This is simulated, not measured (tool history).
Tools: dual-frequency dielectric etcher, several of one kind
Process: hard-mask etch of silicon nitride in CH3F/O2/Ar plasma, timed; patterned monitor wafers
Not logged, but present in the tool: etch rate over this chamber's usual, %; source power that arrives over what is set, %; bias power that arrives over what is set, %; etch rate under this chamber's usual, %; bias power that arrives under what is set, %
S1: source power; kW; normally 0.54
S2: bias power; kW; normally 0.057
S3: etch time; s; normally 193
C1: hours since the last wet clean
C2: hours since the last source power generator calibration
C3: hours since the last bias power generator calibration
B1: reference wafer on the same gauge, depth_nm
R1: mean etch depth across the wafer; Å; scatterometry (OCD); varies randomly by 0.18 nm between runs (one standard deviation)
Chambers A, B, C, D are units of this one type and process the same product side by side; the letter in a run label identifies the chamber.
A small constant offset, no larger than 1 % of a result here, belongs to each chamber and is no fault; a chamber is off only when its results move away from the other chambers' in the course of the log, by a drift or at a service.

run   hour    S1     S2     S3     C1      C2      C3      B1      R1
 1C      6  0.54  0.057    193   90.6  1251.7     382  135.01  1405.5
 2B   12.8  0.54  0.057    193  121.1  3315.4  2456.3     135  1398.7
 3A   20.8  0.54  0.057    193    284   270.5   975.1  134.95  1414.7
 4D   28.5  0.54  0.057    193   40.4   597.9    2935  134.92    1414
 5D   33.5  0.54  0.057    193   45.4   602.9    2940  134.92    1412
 6B   40.1  0.48  0.049    193  148.4  3342.7  2483.6   134.9  1273.1
 7C   47.1  0.48  0.049    193  131.7  1292.8   423.1  134.82  1277.1
 8A   51.2  0.48  0.049    193  314.4   300.9  1005.5  134.84  1289.5
 9B   59.5  0.48  0.049    193  167.8  3362.1    2503  134.78  1274.3
10A   65.9  0.54  0.057    193  329.1   315.6  1020.2  134.81  1418.2
11C   72.3  0.54  0.057    193  156.9    1318   448.3  134.78  1400.2
12D   78.6  0.54  0.057    193   90.5     648  2985.1  134.78  1408.8
13D   82.5  0.54  0.057    193   94.4   651.9    2989  134.73    1411
14A   88.6  0.54  0.057    193  351.8   338.3  1042.9  134.73  1410.8
15C   94.2  0.54  0.057    193  178.8  1339.9   470.2  134.72  1399.8
16B  101.2  0.54  0.057    193  209.5  3403.8  2544.7  134.67  1394.7
17B    106  0.43  0.057    159  214.3  3408.6  2549.5  134.69  1052.8
18D  113.7  0.43  0.057    159  125.6   683.1  3020.2  134.65  1063.8
19A  120.7  0.43  0.057    159  383.9   370.4    1075  134.61  1065.5
20C  126.7  0.43  0.057    159  211.3  1372.4   502.7   134.6    1054
21C  130.9  0.54  0.057    193  215.5  1376.6   506.9  134.58  1398.4
22D  139.2  0.54  0.063    193  151.1   708.6  3045.7  134.59    1457
23A  145.7  0.54  0.063    193  408.9   395.4    1100  134.55  1455.7
     147.1  -- chamber A: wet clean of the chamber
24B  150.8  0.54  0.063    193  259.1  3453.4  2594.3  134.51  1438.4
25A  155.1  0.54  0.063    193    8.1   404.8  1109.4  134.54  1456.4
26D  158.8  0.54  0.057    193  170.7   728.2  3065.3  134.53  1410.7
27C  165.9  0.54  0.057    193  250.5  1411.6   541.9  134.47  1399.6
28B  172.8  0.54  0.057    193  281.1  3475.4  2616.3  134.48  1394.8
29A  179.5  0.54  0.057    193   32.5   429.2  1133.8  134.46  1411.3
30B  186.9  0.54  0.057    193  295.2  3489.5  2630.4  134.44  1393.9
31C  194.3  0.54  0.057    193  278.9    1440   570.3  134.44  1399.6
32D  201.3  0.54  0.048  214.5  213.2   770.7  3107.8  134.35  1485.8
33D  206.8  0.54  0.048  214.5  218.7   776.2  3113.3  134.37  1482.4
34C  213.1  0.54  0.048  214.5  297.7  1458.8   589.1  134.36  1473.7
35A  218.5  0.54  0.048  214.5   71.5   468.2  1172.8  134.37  1485.8
36B  226.8  0.54  0.057    193  335.1  3529.4  2670.3   134.3  1391.7
37D  232.4  0.54  0.057    193  244.3   801.8  3138.9  134.26  1405.2

For the next run the whole fleet of 4 chambers uses the same settings. Give each chamber's results:
38A  238.4  0.54  0.057  193                   ?
38B  238.4  0.54  0.057  193                   ?
38C  238.4  0.54  0.057  193                   ?
38D  238.4  0.54  0.057  193                   ?

run      R1
38A  1407.2
38B  1393.5
38C  1398.7
38D  1409.6
